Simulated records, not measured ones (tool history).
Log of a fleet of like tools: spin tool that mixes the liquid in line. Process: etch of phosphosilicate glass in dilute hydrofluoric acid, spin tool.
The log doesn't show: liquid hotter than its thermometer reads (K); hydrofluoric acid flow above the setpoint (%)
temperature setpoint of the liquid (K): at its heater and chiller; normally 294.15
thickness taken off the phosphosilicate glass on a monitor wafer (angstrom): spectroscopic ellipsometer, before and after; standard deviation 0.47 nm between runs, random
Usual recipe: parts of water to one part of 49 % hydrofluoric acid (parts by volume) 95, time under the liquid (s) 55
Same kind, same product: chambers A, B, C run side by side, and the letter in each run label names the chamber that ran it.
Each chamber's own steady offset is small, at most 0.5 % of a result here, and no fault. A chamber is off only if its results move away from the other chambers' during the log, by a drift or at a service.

run,hour,temperature setpoint of the liquid (K),parts of water to one part of 49 % hydrofluoric acid (parts by volume),time under the liquid (s),hours since the thermometer was replaced,hours since the hydrofluoric acid flow meter was replaced,"read-back film thickness of the phosphosilicate glass reference wafer, read on the same gauge (nm)",thickness taken off the phosphosilicate glass on a monitor wafer (angstrom)
1A,2.7,294.15,95,55,668,1799.3,130.01,572.71
2B,6,294.15,95,55,826.8,1457.3,129.98,568.99
3C,9.5,294.15,95,55,1901.2,234.8,129.98,569.33
4C,15.4,294.15,95,55,1907.1,240.7,129.99,569.79
5A,19.1,294.15,95,55,684.4,1815.7,129.98,572.38
6B,22.2,294.15,135,55,843,1473.5,130.03,385.6
7C,27.1,294.15,135,55,1918.8,252.4,130.02,390.8
8A,32.3,294.15,135,55,697.6,1828.9,129.99,386.75
9B,37.1,294.15,95,55,857.9,1488.4,130.03,571.51
10C,40.4,294.15,95,55,1932.1,265.7,129.95,574.09
11A,43.7,294.15,95,55,709,1840.3,130.03,567.85
12B,46.4,294.15,95,55,867.2,1497.7,130.02,573.48
13B,49.2,294.15,95,55,870,1500.5,130,569.35
14C,52,294.15,95,55,1943.7,277.3,129.98,565
15A,58,294.15,95,55,723.3,1854.6,130,571.48
16C,63.5,294.15,95,55,1955.2,288.8,130.01,568.16
17A,68.9,294.15,95,55,734.2,1865.5,130,571.34
18B,72.2,292.15,70,55,893,1523.5,130.04,727.2
19B,75.9,292.15,70,55,896.7,1527.2,130,738.17
20A,80.4,292.15,70,55,745.7,1877,129.98,733.69
21C,85.3,290.15,95,25,1977,310.6,130.01,217.54
22A,88.3,290.15,95,25,753.6,1884.9,129.99,217.86
23C,93.5,290.15,95,25,1985.2,318.8,130.02,222.58
24B,96.4,294.15,115,55,917.2,1547.7,130.04,461.43
25B,99.5,294.15,115,55,920.3,1550.8,130,457.69
26C,103.6,294.15,115,55,1995.3,328.9,130,460.13
27A,106.4,294.15,95,55,771.7,1903,130.03,572.65
28B,111.5,294.15,95,55,932.3,1562.8,129.99,572.89
29A,115.2,294.15,95,55,780.5,1911.8,129.99,570.23
30C,119.6,294.15,95,55,2011.3,344.9,130,581.75
31B,125.2,294.15,95,55,946,1576.5,129.97,567.1
32A,128.4,292.15,65,55,793.7,1925,129.98,808.26
33C,134,292.15,65,55,2025.7,359.3,130.01,795.2
34A,138.9,292.15,65,55,804.2,1935.5,129.96,796.13
35C,144.4,294.15,95,55,2036.1,369.7,130,570.18
36B,147.5,294.15,95,55,968.3,1598.8,129.99,564.38
37B,152.3,294.15,95,55,973.1,1603.6,130,571.69
38C,157.5,294.15,135,75,2049.2,382.8,130.01,531.02
39A,162.3,294.15,135,75,827.6,1958.9,130.02,534.43
40C,167.3,294.15,135,75,2059,392.6,130.02,534.59
41B,171.3,294.15,95,55,992.1,1622.6,130.03,575.84

All 3 chambers run these settings next. Forecast each chamber's results:
42A,175.6,296.15,95,55,,,,?
42B,175.6,296.15,95,55,,,,?
42C,175.6,296.15,95,55,,,,?

run,thickness taken off the phosphosilicate glass on a monitor wafer (angstrom)
42A,622.14
42B,621.84
42C,621.33
